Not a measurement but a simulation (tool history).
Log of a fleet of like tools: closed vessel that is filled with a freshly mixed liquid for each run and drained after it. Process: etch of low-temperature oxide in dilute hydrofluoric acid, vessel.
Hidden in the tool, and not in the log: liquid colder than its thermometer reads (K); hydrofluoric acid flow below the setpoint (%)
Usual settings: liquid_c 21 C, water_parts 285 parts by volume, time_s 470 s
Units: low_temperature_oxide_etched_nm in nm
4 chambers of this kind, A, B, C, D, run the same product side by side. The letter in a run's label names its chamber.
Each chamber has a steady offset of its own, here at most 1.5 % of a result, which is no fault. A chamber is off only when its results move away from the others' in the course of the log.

| run | hour | liquid_c | water_parts | time_s | hours since the thermometer was replaced | hours since the hydrofluoric acid flow meter was replaced | read-back film thickness of the low-temperature oxide reference wafer, read on the same gauge (nm) | low_temperature_oxide_etched_nm |
|---|---|---|---|---|---|---|---|---|
| 1B | 7.5 | 21 | 285 | 470 | 940.6 | 1654.8 | 129.98 | 16.3040 |
| 2A | 13.1 | 21 | 285 | 470 | 1228.9 | 125.4 | 129.98 | 16.1170 |
| 3D | 17.7 | 21 | 285 | 470 | 381.5 | 539.6 | 129.98 | 16.3890 |
| 4C | 23.0 | 21 | 285 | 470 | 363.0 | 459.1 | 129.98 | 16.2080 |
| 5C | 29.6 | 21 | 285 | 470 | 369.6 | 465.7 | 130.03 | 16.2590 |
| 6D | 33.1 | 21 | 285 | 470 | 396.9 | 555.0 | 129.98 | 16.3570 |
| 7A | 41.0 | 21 | 285 | 470 | 1256.8 | 153.3 | 130.00 | 16.1090 |
| 8B | 46.9 | 21 | 285 | 470 | 980.0 | 1694.2 | 130.00 | 16.2530 |
| 9C | 51.5 | 21 | 285 | 470 | 391.5 | 487.6 | 130.01 | 16.1110 |
| 10D | 56.9 | 21 | 285 | 470 | 420.7 | 578.8 | 130.00 | 16.3160 |
| 11B | 63.5 | 25 | 285 | 215 | 996.6 | 1710.8 | 130.02 | 8.5921 |
| 12A | 67.8 | 25 | 285 | 215 | 1283.6 | 180.1 | 129.96 | 8.4733 |
| 13D | 72.9 | 25 | 285 | 215 | 436.7 | 594.8 | 129.99 | 8.5905 |
| 14C | 78.7 | 25 | 285 | 215 | 418.7 | 514.8 | 129.99 | 8.5239 |
| 15B | 85.7 | 21 | 285 | 470 | 1018.8 | 1733.0 | 130.00 | 16.1840 |
| 16A | 91.8 | 21 | 285 | 470 | 1307.6 | 204.1 | 129.97 | 16.1430 |
| 17C | 95.8 | 21 | 285 | 470 | 435.8 | 531.9 | 130.00 | 16.2340 |
| 18B | 101.0 | 21 | 285 | 470 | 1034.1 | 1748.3 | 130.02 | 16.3180 |
| 19D | 107.4 | 21 | 285 | 470 | 471.2 | 629.3 | 129.97 | 16.3420 |
| 20A | 113.2 | 21 | 285 | 470 | 1329.0 | 225.5 | 129.97 | 16.1450 |
| 21A | 119.3 | 21 | 285 | 470 | 1335.1 | 231.6 | 129.97 | 16.0660 |
| 22D | 123.0 | 21 | 285 | 470 | 486.8 | 644.9 | 130.01 | 16.2680 |
| 23B | 129.3 | 21 | 185 | 470 | 1062.4 | 1776.6 | 130.04 | 27.6070 |
| 24C | 134.7 | 21 | 185 | 470 | 474.7 | 570.8 | 129.97 | 27.2570 |
| 25A | 141.3 | 21 | 185 | 470 | 1357.1 | 253.6 | 130.00 | 27.5120 |
| 26B | 149.4 | 21 | 185 | 470 | 1082.5 | 1796.7 | 130.02 | 27.3440 |
| 27C | 155.0 | 21 | 285 | 470 | 495.0 | 591.1 | 130.03 | 15.9980 |
| 28D | 161.2 | 21 | 285 | 470 | 525.0 | 683.1 | 130.00 | 16.2280 |
| 29C | 166.5 | 21 | 285 | 470 | 506.5 | 602.6 | 129.99 | 15.9020 |
| 30D | 170.3 | 21 | 395 | 470 | 534.1 | 692.2 | 130.05 | 10.7230 |
| 31A | 174.5 | 21 | 395 | 470 | 1390.3 | 286.8 | 130.01 | 10.5860 |
| 32B | 182.3 | 21 | 395 | 470 | 1115.4 | 1829.6 | 129.98 | 10.6660 |
| 33C | 188.1 | 21 | 395 | 470 | 528.1 | 624.2 | 130.00 | 10.3570 |
| 34D | 192.1 | 21 | 285 | 470 | 555.9 | 714.0 | 130.01 | 16.2710 |
| 35B | 197.2 | 21 | 285 | 470 | 1130.3 | 1844.5 | 130.00 | 16.3100 |
| 36A | 205.0 | 21 | 285 | 470 | 1420.8 | 317.3 | 129.99 | 16.2080 |
| 37D | 208.6 | 21 | 285 | 470 | 572.4 | 730.5 | 130.04 | 16.2700 |
| 38C | 213.3 | 21 | 285 | 470 | 553.3 | 649.4 | 129.98 | 15.7010 |

All 4 chambers run these settings next. Forecast each chamber's results:
| 39A | 219.2 | 21 | 285 | 470 |  |  |  | ? |
| 39B | 219.2 | 21 | 285 | 470 |  |  |  | ? |
| 39C | 219.2 | 21 | 285 | 470 |  |  |  | ? |
| 39D | 219.2 | 21 | 285 | 470 |  |  |  | ? |

| run | low_temperature_oxide_etched_nm |
|---|---|
| 39A | 16.1520 |
| 39B | 16.3220 |
| 39C | 15.7810 |
| 39D | 16.2090 |
